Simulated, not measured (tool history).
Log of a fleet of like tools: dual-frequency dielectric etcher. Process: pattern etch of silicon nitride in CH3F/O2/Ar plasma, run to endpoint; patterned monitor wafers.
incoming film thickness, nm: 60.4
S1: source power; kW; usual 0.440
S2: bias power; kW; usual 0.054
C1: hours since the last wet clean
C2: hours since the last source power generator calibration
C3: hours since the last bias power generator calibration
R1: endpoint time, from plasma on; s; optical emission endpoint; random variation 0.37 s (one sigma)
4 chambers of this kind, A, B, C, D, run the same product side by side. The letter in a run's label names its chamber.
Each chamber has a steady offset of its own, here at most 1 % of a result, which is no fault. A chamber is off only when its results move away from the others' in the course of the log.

run   hour     S1     S2     C1      C2      C3      R1
 1B    2.8  0.440  0.054   14.8   958.5    16.2  92.166
 2A    8.6  0.440  0.054  352.9  1960.3  2168.1  93.288
 3D   12.6  0.440  0.054  409.6   787.8  3066.6  91.952
 4C   17.6  0.440  0.054  323.6  1194.3  1848.4  92.764
 5C   23.4  0.440  0.054  329.4  1200.1  1854.2  91.923
 6D   26.8  0.440  0.054  423.8   802.0  3080.8  92.717
 7B   33.0  0.440  0.054   45.0   988.7    46.4  92.334
 8A   38.3  0.440  0.054  382.6  1990.0  2197.8  92.176
 9B   42.3  0.440  0.054   54.3   998.0    55.7  93.213
10D   47.2  0.440  0.054  444.2   822.4  3101.2  91.512
11A   50.1  0.440  0.054  394.4  2001.8  2209.6  92.343
12C   53.5  0.440  0.054  359.5  1230.2  1884.3  92.552
13C   57.3  0.440  0.054  363.3  1234.0  1888.1  92.209
14A   63.3  0.440  0.054  407.6  2015.0  2222.8  92.450
15B   66.1  0.440  0.054   78.1  1021.8    79.5  92.626
      68.9  -- chamber A: wet clean of the chamber
16D   71.6  0.440  0.054  468.6   846.8  3125.6  92.109
17C   75.5  0.440  0.054  381.5  1252.2  1906.3  91.965
18A   80.0  0.440  0.054   11.2  2031.7  2239.5  95.836
19B   85.4  0.440  0.054   97.4  1041.1    98.8  92.753
20D   91.3  0.440  0.054  488.3   866.5  3145.3  92.282
21A   94.9  0.440  0.054   26.1  2046.6  2254.4  96.417
22D   97.8  0.440  0.054  494.8   873.0  3151.8  92.365
23C  101.4  0.440  0.054  407.4  1278.1  1932.2  92.842
24B  105.8  0.440  0.054  117.8  1061.5   119.2  92.907
25D  110.0  0.440  0.054  507.0   885.2  3164.0  92.530
26A  115.3  0.440  0.054   46.5  2067.0  2274.8  95.823
27C  118.0  0.440  0.054  424.0  1294.7  1948.8  91.643
28B  123.6  0.440  0.054  135.6  1079.3   137.0  92.835

All 4 chambers run these settings next. Forecast each chamber's results:
29A  128.1  0.360  0.054               ?
29B  128.1  0.360  0.054               ?
29C  128.1  0.360  0.054               ?
29D  128.1  0.360  0.054               ?

run       R1
29A  103.350
29B  100.500
29C   99.415
29D   99.082

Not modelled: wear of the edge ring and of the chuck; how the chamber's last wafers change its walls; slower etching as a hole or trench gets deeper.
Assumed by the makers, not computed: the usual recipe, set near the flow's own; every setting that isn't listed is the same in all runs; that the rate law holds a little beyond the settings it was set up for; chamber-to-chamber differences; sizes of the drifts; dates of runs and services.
